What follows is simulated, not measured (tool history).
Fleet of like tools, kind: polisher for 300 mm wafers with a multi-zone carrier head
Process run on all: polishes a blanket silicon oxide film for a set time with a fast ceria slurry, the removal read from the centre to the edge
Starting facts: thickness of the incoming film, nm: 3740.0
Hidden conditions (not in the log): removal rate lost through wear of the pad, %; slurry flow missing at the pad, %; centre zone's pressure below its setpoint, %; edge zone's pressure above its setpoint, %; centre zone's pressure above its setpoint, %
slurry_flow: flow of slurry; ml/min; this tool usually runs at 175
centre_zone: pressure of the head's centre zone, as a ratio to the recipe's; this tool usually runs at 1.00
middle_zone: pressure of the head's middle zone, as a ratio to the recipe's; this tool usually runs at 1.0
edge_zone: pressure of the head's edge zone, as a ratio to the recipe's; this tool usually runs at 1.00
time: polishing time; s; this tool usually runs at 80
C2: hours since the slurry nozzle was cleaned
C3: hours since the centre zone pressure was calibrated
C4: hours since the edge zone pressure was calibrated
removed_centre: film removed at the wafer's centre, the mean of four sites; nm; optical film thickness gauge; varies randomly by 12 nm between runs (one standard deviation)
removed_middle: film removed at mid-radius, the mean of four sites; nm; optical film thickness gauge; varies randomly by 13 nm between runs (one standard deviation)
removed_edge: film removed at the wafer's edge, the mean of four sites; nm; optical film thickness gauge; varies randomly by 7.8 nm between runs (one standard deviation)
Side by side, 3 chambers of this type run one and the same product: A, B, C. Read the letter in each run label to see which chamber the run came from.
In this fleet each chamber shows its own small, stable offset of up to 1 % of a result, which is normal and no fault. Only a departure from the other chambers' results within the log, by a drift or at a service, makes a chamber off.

Run 1C, hour 4.1: usual settings; wafers polished on this pad 474; C2 190.8; C3 502.1; C4 237.5. Result: removed_centre 947.52 nm, removed_middle 916.64 nm, removed_edge 938.66 nm.
Run 2A, hour 11.4: usual settings; wafers polished on this pad 847; C2 290.8; C3 379.7; C4 154.7. Result: removed_centre 954.83 nm, removed_middle 959.96 nm, removed_edge 951.52 nm.
Run 3B, hour 17.0: usual settings; wafers polished on this pad 692; C2 147.4; C3 315.4; C4 180.2. Result: removed_centre 926.93 nm, removed_middle 929.45 nm, removed_edge 939.51 nm.
Run 4A, hour 22.6: usual settings; wafers polished on this pad 988; C2 302.0; C3 390.9; C4 165.9. Result: removed_centre 965.83 nm, removed_middle 930.57 nm, removed_edge 950.88 nm.
Run 5C, hour 28.2: usual settings; wafers polished on this pad 778; C2 214.9; C3 526.2; C4 261.6. Result: removed_centre 956.96 nm, removed_middle 963.83 nm, removed_edge 943.01 nm.
Run 6B, hour 33.6: usual settings; wafers polished on this pad 901; C2 164.0; C3 332.0; C4 196.8. Result: removed_centre 930.78 nm, removed_middle 940.52 nm, removed_edge 945.81 nm.
Run 7B, hour 39.5: usual settings; wafers polished on this pad 976; C2 169.9; C3 337.9; C4 202.7. Result: removed_centre 929.66 nm, removed_middle 937.73 nm, removed_edge 938.45 nm.
At hour 42.1: chamber B: worn pad replaced by a new one.
Run 8A, hour 44.7: usual settings; wafers polished on this pad 1266; C2 324.1; C3 413.0; C4 188.0. Result: removed_centre 924.75 nm, removed_middle 941.29 nm, removed_edge 948.49 nm.
Run 9C, hour 52.6: usual settings; wafers polished on this pad 1085; C2 239.3; C3 550.6; C4 286.0. Result: removed_centre 953.30 nm, removed_middle 929.67 nm, removed_edge 942.28 nm.
Run 10B, hour 60.9: usual settings; wafers polished on this pad 237; C2 191.3; C3 359.3; C4 224.1. Result: removed_centre 941.32 nm, removed_middle 946.99 nm, removed_edge 941.92 nm.
At hour 64.9: chamber A: worn pad replaced by a new one.
Run 11C, hour 65.9: usual settings; wafers polished on this pad 1253; C2 252.6; C3 563.9; C4 299.3. Result: removed_centre 943.05 nm, removed_middle 906.43 nm, removed_edge 929.18 nm.
Run 12A, hour 70.6: usual settings; wafers polished on this pad 72; C2 350.0; C3 438.9; C4 213.9. Result: removed_centre 976.82 nm, removed_middle 944.60 nm, removed_edge 940.72 nm.
Run 13C, hour 75.4: usual settings but edge_zone 1.05; wafers polished on this pad 1372; C2 262.1; C3 573.4; C4 308.8. Result: removed_centre 941.06 nm, removed_middle 925.71 nm, removed_edge 956.05 nm.
Run 14B, hour 83.4: usual settings but edge_zone 1.05; wafers polished on this pad 520; C2 213.8; C3 381.8; C4 246.6. Result: removed_centre 940.57 nm, removed_middle 922.34 nm, removed_edge 962.78 nm.
At hour 86.5: chamber C: worn pad replaced by a new one.
Run 15A, hour 89.7: usual settings but edge_zone 1.05; wafers polished on this pad 313; C2 369.1; C3 458.0; C4 233.0. Result: removed_centre 947.50 nm, removed_middle 932.53 nm, removed_edge 974.26 nm.
Run 16C, hour 95.3: usual settings; wafers polished on this pad 111; C2 282.0; C3 593.3; C4 328.7. Result: removed_centre 941.15 nm, removed_middle 941.85 nm, removed_edge 951.14 nm.
Run 17B, hour 102.9: usual settings; wafers polished on this pad 766; C2 233.3; C3 401.3; C4 266.1. Result: removed_centre 926.09 nm, removed_middle 916.63 nm, removed_edge 936.70 nm.
Run 18A, hour 107.1: usual settings; wafers polished on this pad 532; C2 386.5; C3 475.4; C4 250.4. Result: removed_centre 947.30 nm, removed_middle 936.94 nm, removed_edge 947.59 nm.
At hour 110.8: chamber A: slurry nozzle cleaned.
Run 19A, hour 113.2: usual settings but centre_zone 1.11, edge_zone 0.96; wafers polished on this pad 609; C2 2.5; C3 481.5; C4 256.5. Result: removed_centre 1052.10 nm, removed_middle 943.65 nm, removed_edge 933.64 nm.
Run 20B, hour 117.1: usual settings but centre_zone 1.11, edge_zone 0.96; wafers polished on this pad 945; C2 247.5; C3 415.5; C4 280.3. Result: removed_centre 1025.50 nm, removed_middle 942.27 nm, removed_edge 914.57 nm.
At hour 121.1: chamber B: worn pad replaced by a new one.
Run 21C, hour 122.7: usual settings but centre_zone 1.11, edge_zone 0.96; wafers polished on this pad 456; C2 309.4; C3 620.7; C4 356.1. Result: removed_centre 1043.60 nm, removed_middle 951.84 nm, removed_edge 916.62 nm.
Run 22B, hour 126.9: usual settings but centre_zone 0.90; wafers polished on this pad 74; C2 257.3; C3 425.3; C4 290.1. Result: removed_centre 808.04 nm, removed_middle 942.72 nm, removed_edge 946.74 nm.
At hour 128.1: chamber C: centre zone pressure recalibrated.
Run 23A, hour 133.9: usual settings but centre_zone 0.90; wafers polished on this pad 869; C2 23.2; C3 502.2; C4 277.2. Result: removed_centre 826.03 nm, removed_middle 946.68 nm, removed_edge 952.63 nm.
Run 24C, hour 137.8: usual settings but centre_zone 0.90; wafers polished on this pad 646; C2 324.5; C3 9.7; C4 371.2. Result: removed_centre 732.44 nm, removed_middle 945.08 nm, removed_edge 941.59 nm.
Run 25B, hour 143.0: usual settings but centre_zone 1.07; wafers polished on this pad 276; C2 273.4; C3 441.4; C4 306.2. Result: removed_centre 999.28 nm, removed_middle 949.53 nm, removed_edge 953.56 nm.
Run 26A, hour 149.0: usual settings but centre_zone 1.07; wafers polished on this pad 1060; C2 38.3; C3 517.3; C4 292.3. Result: removed_centre 1021.40 nm, removed_middle 945.90 nm, removed_edge 945.92 nm.
Run 27C, hour 156.9: usual settings but centre_zone 1.07; wafers polished on this pad 887; C2 343.6; C3 28.8; C4 390.3. Result: removed_centre 897.11 nm, removed_middle 949.21 nm, removed_edge 925.80 nm.
At hour 159.6: chamber B: slurry nozzle cleaned.
Run 28A, hour 164.1: usual settings; wafers polished on this pad 1250; C2 53.4; C3 532.4; C4 307.4. Result: removed_centre 928.27 nm, removed_middle 931.90 nm, removed_edge 944.38 nm.
Run 29C, hour 169.0: usual settings; wafers polished on this pad 1039; C2 355.7; C3 40.9; C4 402.4. Result: removed_centre 843.44 nm, removed_middle 914.95 nm, removed_edge 924.77 nm.
Run 30B, hour 177.1: usual settings; wafers polished on this pad 706; C2 17.6; C3 475.5; C4 340.3. Result: removed_centre 938.84 nm, removed_middle 957.87 nm, removed_edge 942.30 nm.
Run 31C, hour 185.3: usual settings; wafers polished on this pad 1245; C2 372.0; C3 57.2; C4 418.7. Result: removed_centre 823.01 nm, removed_middle 914.63 nm, removed_edge 928.73 nm.
At hour 190.0: chamber A: worn pad replaced by a new one.
Run 32A, hour 190.4: usual settings; wafers polished on this pad 6; C2 79.7; C3 558.7; C4 333.7. Result: removed_centre 958.81 nm, removed_middle 924.50 nm, removed_edge 969.90 nm.
Run 33B, hour 195.6: usual settings; wafers polished on this pad 939; C2 36.1; C3 494.0; C4 358.8. Result: removed_centre 955.86 nm, removed_middle 963.60 nm, removed_edge 931.12 nm.
At hour 201.4: chamber C: worn pad replaced by a new one.
Run 34B, hour 203.0: usual settings; wafers polished on this pad 1032; C2 43.5; C3 501.4; C4 366.2. Result: removed_centre 958.77 nm, removed_middle 942.98 nm, removed_edge 944.16 nm.
Run 35A, hour 208.4: usual settings; wafers polished on this pad 232; C2 97.7; C3 576.7; C4 351.7. Result: removed_centre 947.64 nm, removed_middle 937.45 nm, removed_edge 960.42 nm.
At hour 209.5: chamber B: worn pad replaced by a new one.
Run 36C, hour 212.5: usual settings but middle_zone 0.9, edge_zone 1.06; wafers polished on this pad 140; C2 399.2; C3 84.4; C4 445.9. Result: removed_centre 827.44 nm, removed_middle 859.68 nm, removed_edge 985.26 nm.
Run 37B, hour 220.1: usual settings but middle_zone 0.9, edge_zone 1.06; wafers polished on this pad 133; C2 60.6; C3 518.5; C4 383.3. Result: removed_centre 939.64 nm, removed_middle 863.09 nm, removed_edge 983.72 nm.
Run 38C, hour 224.2: usual settings but middle_zone 0.9, edge_zone 1.06; wafers polished on this pad 287; C2 410.9; C3 96.1; C4 457.6. Result: removed_centre 820.84 nm, removed_middle 872.44 nm, removed_edge 963.16 nm.
Run 39A, hour 231.0: usual settings; wafers polished on this pad 517; C2 120.3; C3 599.3; C4 374.3. Result: removed_centre 927.82 nm, removed_middle 929.11 nm, removed_edge 948.68 nm.
Run 40C, hour 236.1: usual settings but centre_zone 1.06, time 101 s; wafers polished on this pad 437; C2 422.8; C3 108.0; C4 469.5. Result: removed_centre 1138.80 nm, removed_middle 1172.50 nm, removed_edge 1192.00 nm.

One chamber off, gauge drift, or nothing amiss beyond the chambers' own small offsets? If it is a chamber, which one, and what is the likeliest cause?

Chamber C came out of a service off from its peers and stayed that way.
What lies behind it: centre zone's pressure below its setpoint, % = 11.5.

Here are 4 candidates for chamber C's next run, each the usual settings with a change, their results left as question marks. Which one brings its results back in line with what the others give on the usual settings?
In line here means within this much of the mean the other chambers give on the usual settings: removed_centre 43.00 nm; removed_middle 45.00 nm; removed_edge 27.00 nm
Run 41C-1, hour 242.2: usual settings but slurry_flow 180 ml/min, centre_zone 1.09, middle_zone 0.98, edge_zone 0.97, time 81 s. Result: removed_centre ?, removed_middle ?, removed_edge ?.
Run 41C-2, hour 242.2: usual settings but slurry_flow 170 ml/min, centre_zone 0.91, middle_zone 1.02, edge_zone 1.03, time 79 s. Result: removed_centre ?, removed_middle ?, removed_edge ?.
Run 41C-3, hour 242.2: usual settings but slurry_flow 200 ml/min, centre_zone 1.17, middle_zone 0.93, edge_zone 0.89, time 85 s. Result: removed_centre ?, removed_middle ?, removed_edge ?.
Run 41C-4, hour 242.2: usual settings but slurry_flow 160 ml/min, centre_zone 0.83, middle_zone 1.05, edge_zone 1.06, time 77 s. Result: removed_centre ?, removed_middle ?, removed_edge ?.

Mean of the other chambers on the usual settings: removed_centre 939.28 nm; removed_middle 939.69 nm; removed_edge 948.13 nm
  run  removed_centre  removed_middle  removed_edge
41C-1          917.38          930.50        942.86
41C-2          726.46          933.07        941.70
41C-3         1058.10          946.06        959.45
41C-4          631.70          924.27        924.36
The right change is 41C-1: it brings the chamber back within the allowed miss of the others.
